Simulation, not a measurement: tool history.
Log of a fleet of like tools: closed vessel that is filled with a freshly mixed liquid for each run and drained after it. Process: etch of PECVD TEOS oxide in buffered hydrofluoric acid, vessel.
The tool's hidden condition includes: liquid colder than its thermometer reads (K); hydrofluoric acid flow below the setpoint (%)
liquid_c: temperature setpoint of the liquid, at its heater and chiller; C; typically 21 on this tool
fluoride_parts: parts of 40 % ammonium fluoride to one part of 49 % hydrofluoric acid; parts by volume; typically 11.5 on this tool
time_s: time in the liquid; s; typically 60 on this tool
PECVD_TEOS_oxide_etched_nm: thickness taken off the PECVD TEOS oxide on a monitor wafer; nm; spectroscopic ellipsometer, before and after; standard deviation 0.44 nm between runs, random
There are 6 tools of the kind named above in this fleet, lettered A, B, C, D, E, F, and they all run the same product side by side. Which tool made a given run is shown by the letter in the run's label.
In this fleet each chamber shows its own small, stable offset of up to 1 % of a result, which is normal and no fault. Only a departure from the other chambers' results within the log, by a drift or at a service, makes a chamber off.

run	hour	liquid_c	fluoride_parts	time_s	hours since the thermometer was replaced	hours since the hydrofluoric acid flow meter was replaced	read-back film thickness of the PECVD TEOS oxide reference wafer, read on the same gauge (nm)	PECVD_TEOS_oxide_etched_nm
1A	9	21	11.5	60	1302.6	1019.8	30.013	58.672
2B	19.5	21	11.5	60	114.5	759.9	30.007	58.519
3F	28.5	21	11.5	60	548.4	788.2	29.991	58.895
4D	38.5	21	11.5	60	705.3	2101.4	30.004	58.86
5E	48.5	26	11.5	60	158.6	103.2	29.974	77.557
6C	55.3	26	11.5	60	825.1	1640.7	29.954	78.195
7F	61.5	26	11.5	60	581.4	821.2	30.016	77.65
8A	73.4	26	11.5	60	1367	1084.2	30.038	76.228
9D	85.6	26	11.5	60	752.4	2148.5	30.039	77.138
10B	94.3	26	11.5	60	189.3	834.7	29.98	76.903
11C	103.1	21	11.5	60	872.9	1688.5	29.98	58.86
12E	109.8	21	11.5	60	219.9	164.5	30.008	58.629
13F	115.3	21	11.5	60	635.2	875	30.046	59.181
14D	124.1	21	11.5	60	790.9	2187	30.027	58.691
15B	130.7	21	11.5	60	225.7	871.1	29.988	57.861
# hour 138.3: chamber F: hydrofluoric acid flow meter replaced
16C	138.5	21	11.5	60	908.3	1723.9	29.978	59.395
17A	149.9	21	11.5	60	1443.5	1160.7	29.967	56.651
18E	158.9	25.5	13.5	60	269	213.6	29.968	64.648
19F	165.8	25.5	13.5	60	685.7	27.5	29.954	64.588
# hour 174.7: chamber F: thermometer replaced
20B	176.4	25.5	13.5	60	271.4	916.8	29.988	64.543
21C	188.8	25.5	13.5	60	958.6	1774.2	30.026	64.717
22A	198.7	25.5	13.5	60	1492.3	1209.5	29.977	60.294
23D	207.2	25.5	13.5	60	874	2270.1	30.062	63.084
24E	215.7	21	11.5	60	325.8	270.4	30.018	60.106
25C	226.2	18	9.5	60	996	1811.6	29.971	60.267
26F	238.6	18	9.5	60	64	100.3	29.986	58.979
27A	247.7	18	9.5	60	1541.3	1258.5	29.997	54.229
28B	257.3	18	9.5	60	352.3	997.7	30.052	58.88
29E	264.5	18	9.5	60	374.6	319.2	29.925	59.604
30D	275.3	18	9.5	60	942.1	2338.2	29.971	58.866
31E	285.3	21	11.5	60	395.4	340	29.997	59.671
# hour 286.7: chamber D: hydrofluoric acid flow meter replaced
32C	296	21	11.5	60	1065.8	1881.4	30.025	59.004
33D	308.4	21	11.5	60	975.2	21.7	30.011	58.116
34A	316.8	21	11.5	60	1610.4	1327.6	29.986	53.529
35F	329.4	21	11.5	60	154.8	191.1	30.011	60.04
36B	337.9	21	11.5	60	432.9	1078.3	29.991	58.099
37C	345.6	21	11.5	60	1115.4	1931	30.038	58.919
38B	352.4	21	11.5	60	447.4	1092.8	30.01	58.063
39A	360.4	23	11.5	80	1654	1371.2	29.986	79.55

Each of the 6 chambers runs these same settings next. Fill in every chamber's results:
40A	369.5	21	11.5	60				?
40B	369.5	21	11.5	60				?
40C	369.5	21	11.5	60				?
40D	369.5	21	11.5	60				?
40E	369.5	21	11.5	60				?
40F	369.5	21	11.5	60				?

run	PECVD_TEOS_oxide_etched_nm
40A	53.079
40B	58.696
40C	59.328
40D	58.363
40E	59.164
40F	58.427
